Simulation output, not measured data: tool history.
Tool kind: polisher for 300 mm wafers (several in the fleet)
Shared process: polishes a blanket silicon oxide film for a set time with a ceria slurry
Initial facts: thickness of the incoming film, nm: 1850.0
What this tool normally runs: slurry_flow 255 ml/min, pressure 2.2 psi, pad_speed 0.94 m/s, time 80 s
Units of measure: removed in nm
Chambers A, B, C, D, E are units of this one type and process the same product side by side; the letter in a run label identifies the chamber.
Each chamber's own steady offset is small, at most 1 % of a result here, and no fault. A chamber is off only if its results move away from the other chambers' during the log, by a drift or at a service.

run   hour  slurry_flow  pressure  pad_speed  time  removed
       4.7  -- chamber B: worn pad replaced by a new one
 1E    5.0          255       2.2       0.94    80   276.62
 2D    9.5          255       2.2       0.94    80   277.08
      11.6  -- chamber A: head pressure recalibrated
 3A   16.6          255       2.2       0.94    80   283.66
      17.3  -- chamber D: head pressure recalibrated
 4C   21.0          255       2.2       0.94    80   279.63
      26.5  -- chamber E: worn pad replaced by a new one
 5B   27.8          255       2.2       0.94    80   278.14
 6A   34.4          255       2.2       0.94    80   279.97
 7D   41.5          255       2.2       0.70    80   208.92
      44.1  -- chamber A: worn pad replaced by a new one
 8C   47.4          255       2.2       0.70    80   210.85
 9E   54.3          255       2.2       0.70    80   212.07
10B   57.4          255       2.2       0.70    80   209.78
      59.4  -- chamber C: worn pad replaced by a new one
11D   60.6          255       2.2       0.70    80   206.72
12B   65.1          255       2.2       0.94    80   271.76
      68.6  -- chamber D: worn pad replaced by a new one
      69.1  -- chamber E: head pressure recalibrated
13E   70.8          255       2.2       0.94    80   278.01
14A   75.2          255       2.2       0.94    80   278.16
15C   82.0          335       2.2       0.94    80   288.10
16A   85.6          335       2.2       0.94    80   292.92
17D   89.2          335       2.2       0.94    80   290.90
      90.2  -- chamber E: worn pad replaced by a new one
      92.7  -- chamber B: worn pad replaced by a new one
18B   94.9          335       2.2       0.94    80   280.25
19C   99.7          335       2.2       0.94    80   290.20
20E  106.7          255       2.2       0.94    80   282.66
21E  112.9          255       2.2       0.94    80   281.05
22D  116.6          255       2.2       0.94    80   276.02
23C  123.5          255       2.2       0.94    80   280.86
24A  129.7          255       2.2       0.94    80   277.70
25B  134.5          255       2.2       0.94    80   270.33
26C  138.2          255       2.2       0.94    80   284.98
27E  143.8          255       2.2       0.94    80   282.56
     144.8  -- chamber D: worn pad replaced by a new one
     145.0  -- chamber A: worn pad replaced by a new one
28B  149.1          255       2.2       0.94    80   272.44
     151.6  -- chamber C: worn pad replaced by a new one
29D  152.7          255       2.2       0.94    80   284.63
     154.5  -- chamber E: worn pad replaced by a new one
30A  158.9          255       2.2       0.94    80   279.02
31A  165.6          255       2.2       0.94    80   280.46
     167.4  -- chamber B: worn pad replaced by a new one
32B  170.1          255       2.2       0.94    80   264.32
     171.4  -- chamber E: slurry nozzle cleaned
33E  173.7          255       2.2       0.94    80   280.41
34D  177.0          255       2.2       0.94    80   279.30
35C  181.5          255       2.2       0.94    80   280.24
36E  188.3          285       2.2       0.94    80   292.31
37A  194.0          285       2.2       0.94    80   282.41
38C  197.9          285       2.2       0.94    80   280.33
39D  202.0          285       2.2       0.94    80   287.11
40B  206.4          285       2.2       0.94    80   263.84
41A  209.8          255       2.2       0.94    80   272.45
42B  216.5          255       2.5       0.94    69   254.98

Has any chamber moved away from the others, gradually or after a service, or does the common gauge drift, or do the chambers differ only by their own small steady offsets? State the chamber and the most likely cause if one applies.

One chamber, B, drifts off from the rest bit by bit.
Cause: slurry flow missing at the pad, % = 40.7.
It could be hard to tell apart here from: head's pressure below its setpoint, %.

Which of the 4 candidates below, each the usual settings with something changed and its results left as question marks, puts chamber B back in line with what the other chambers give on the usual settings?
In line means no further than this from the other chambers' mean on the usual settings: removed 11.00 nm
43B-1  221.7          255       2.3       0.96    82        ?
43B-2  221.7          255       2.3       0.98    84        ?
43B-3  221.7          255       1.9       0.94    80        ?
43B-4  221.7          255       2.2       0.90    77        ?

The mean the other chambers reach with the usual settings: removed 280.78 nm
  run  removed
43B-1   283.62
43B-2   296.55
43B-3   223.30
43B-4   238.79
Change 43B-1 lands the chamber within the allowed miss of the other chambers.
